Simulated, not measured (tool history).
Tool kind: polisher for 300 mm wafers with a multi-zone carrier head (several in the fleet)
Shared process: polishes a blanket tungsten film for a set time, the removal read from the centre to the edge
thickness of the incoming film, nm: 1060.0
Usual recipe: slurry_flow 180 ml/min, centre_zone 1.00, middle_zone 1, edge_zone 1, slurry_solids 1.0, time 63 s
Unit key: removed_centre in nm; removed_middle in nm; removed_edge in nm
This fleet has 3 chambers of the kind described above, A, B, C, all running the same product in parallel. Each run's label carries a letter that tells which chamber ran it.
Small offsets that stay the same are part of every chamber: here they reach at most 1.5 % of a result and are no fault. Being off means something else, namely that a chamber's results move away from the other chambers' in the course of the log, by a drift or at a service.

run 1C day=0.342 | slurry_flow=180 centre_zone=1.00 middle_zone=1 edge_zone=1 slurry_solids=1.0 time=63 | removed_centre=184.46 removed_middle=185.50 removed_edge=184.44
-- day=0.383 chamber C: worn pad replaced by a new one
run 2A day=0.646 | slurry_flow=180 centre_zone=1.00 middle_zone=1 edge_zone=1 slurry_solids=1.0 time=63 | removed_centre=182.10 removed_middle=189.15 removed_edge=186.03
-- day=0.654 chamber B: edge zone pressure recalibrated
run 3B day=1.067 | slurry_flow=180 centre_zone=1.00 middle_zone=1 edge_zone=1 slurry_solids=1.0 time=63 | removed_centre=184.84 removed_middle=184.56 removed_edge=185.08
-- day=1.125 chamber A: worn pad replaced by a new one
run 4B day=1.442 | slurry_flow=180 centre_zone=1.00 middle_zone=1 edge_zone=1 slurry_solids=1.0 time=63 | removed_centre=182.50 removed_middle=183.57 removed_edge=184.85
run 5C day=1.712 | slurry_flow=180 centre_zone=1.00 middle_zone=1 edge_zone=1 slurry_solids=1.0 time=63 | removed_centre=186.90 removed_middle=182.98 removed_edge=185.29
run 6A day=2.150 | slurry_flow=180 centre_zone=1.00 middle_zone=1 edge_zone=1 slurry_solids=1.0 time=63 | removed_centre=181.19 removed_middle=183.79 removed_edge=185.72
run 7B day=2.500 | slurry_flow=180 centre_zone=1.00 middle_zone=1 edge_zone=1 slurry_solids=1.0 time=63 | removed_centre=182.66 removed_middle=182.51 removed_edge=185.64
run 8A day=2.871 | slurry_flow=180 centre_zone=1.00 middle_zone=1 edge_zone=1 slurry_solids=1.0 time=63 | removed_centre=187.10 removed_middle=183.86 removed_edge=183.78
run 9C day=3.167 | slurry_flow=180 centre_zone=1.09 middle_zone=1 edge_zone=1 slurry_solids=1.3 time=63 | removed_centre=214.02 removed_middle=195.07 removed_edge=197.17
run 10A day=3.479 | slurry_flow=180 centre_zone=1.09 middle_zone=1 edge_zone=1 slurry_solids=1.3 time=63 | removed_centre=212.55 removed_middle=197.87 removed_edge=196.20
-- day=3.779 chamber C: centre zone pressure recalibrated
run 11C day=3.938 | slurry_flow=180 centre_zone=1.09 middle_zone=1 edge_zone=1 slurry_solids=1.3 time=63 | removed_centre=211.37 removed_middle=196.80 removed_edge=198.24
-- day=3.942 chamber A: centre zone pressure recalibrated
-- day=3.946 chamber A: worn pad replaced by a new one
run 12B day=4.479 | slurry_flow=180 centre_zone=1.00 middle_zone=1 edge_zone=1 slurry_solids=1.0 time=63 | removed_centre=177.42 removed_middle=181.51 removed_edge=182.41
run 13A day=4.733 | slurry_flow=180 centre_zone=1.00 middle_zone=1 edge_zone=1 slurry_solids=1.0 time=63 | removed_centre=185.25 removed_middle=186.47 removed_edge=183.76
run 14C day=5.158 | slurry_flow=180 centre_zone=1.00 middle_zone=1 edge_zone=1 slurry_solids=1.0 time=63 | removed_centre=182.72 removed_middle=181.84 removed_edge=184.19
run 15B day=5.654 | slurry_flow=180 centre_zone=1.00 middle_zone=1 edge_zone=1 slurry_solids=1.0 time=63 | removed_centre=176.54 removed_middle=180.09 removed_edge=180.38
-- day=5.883 chamber C: worn pad replaced by a new one
run 16B day=6.112 | slurry_flow=180 centre_zone=1.00 middle_zone=1 edge_zone=1 slurry_solids=1.0 time=63 | removed_centre=175.69 removed_middle=177.49 removed_edge=180.16
run 17A day=6.567 | slurry_flow=180 centre_zone=1.00 middle_zone=1 edge_zone=1 slurry_solids=1.0 time=63 | removed_centre=184.33 removed_middle=186.50 removed_edge=184.99
run 18C day=6.808 | slurry_flow=180 centre_zone=1.00 middle_zone=1 edge_zone=1 slurry_solids=1.0 time=63 | removed_centre=184.79 removed_middle=184.59 removed_edge=186.06
run 19B day=7.321 | slurry_flow=180 centre_zone=1.00 middle_zone=1 edge_zone=1 slurry_solids=1.0 time=63 | removed_centre=175.18 removed_middle=176.20 removed_edge=175.49
run 20C day=7.554 | slurry_flow=180 centre_zone=1.00 middle_zone=1 edge_zone=1 slurry_solids=1.0 time=48 | removed_centre=140.03 removed_middle=139.42 removed_edge=142.02

Has any chamber moved away from the others, gradually or after a service, or does the common gauge drift, or do the chambers differ only by their own small steady offsets? State the chamber and the most likely cause if one applies.

It is chamber B that slowly wanders off from its peers.
Most likely cause: removal rate lost through wear of the pad, % = 5.28.
It could be hard to tell apart here from: slurry flow missing at the pad, %.

Below are 4 candidate recipes for chamber B's next run, each the usual settings with a change, their results shown as question marks. Which of them brings B's results back in line with what the other chambers give on the usual settings?
Allowed miss from the other chambers' usual-settings mean, per result, to count as in line: removed_centre 5.00 nm; removed_middle 5.70 nm; removed_edge 4.90 nm
run 21B-1 day=7.942 | slurry_flow=180 centre_zone=1.01 middle_zone=1.00 edge_zone=1.00 slurry_solids=1.0 time=66 | removed_centre=? removed_middle=? removed_edge=?
run 21B-2 day=7.942 | slurry_flow=180 centre_zone=0.99 middle_zone=1.00 edge_zone=1.00 slurry_solids=1.0 time=60 | removed_centre=? removed_middle=? removed_edge=?
run 21B-3 day=7.942 | slurry_flow=175 centre_zone=0.98 middle_zone=1.00 edge_zone=1.01 slurry_solids=1.0 time=58 | removed_centre=? removed_middle=? removed_edge=?
run 21B-4 day=7.942 | slurry_flow=185 centre_zone=1.01 middle_zone=1.01 edge_zone=1.00 slurry_solids=1.0 time=69 | removed_centre=? removed_middle=? removed_edge=?

The mean the other chambers reach with the usual settings: removed_centre 184.29 nm; removed_middle 184.47 nm; removed_edge 184.66 nm
run=21B-1 removed_centre=183.67 removed_middle=183.52 removed_edge=183.85
run=21B-2 removed_centre=163.40 removed_middle=166.86 removed_edge=167.14
run=21B-3 removed_centre=155.41 removed_middle=160.56 removed_edge=161.87
run=21B-4 removed_centre=192.98 removed_middle=194.45 removed_edge=192.80
21B-1 puts the chamber back in line with the other chambers.

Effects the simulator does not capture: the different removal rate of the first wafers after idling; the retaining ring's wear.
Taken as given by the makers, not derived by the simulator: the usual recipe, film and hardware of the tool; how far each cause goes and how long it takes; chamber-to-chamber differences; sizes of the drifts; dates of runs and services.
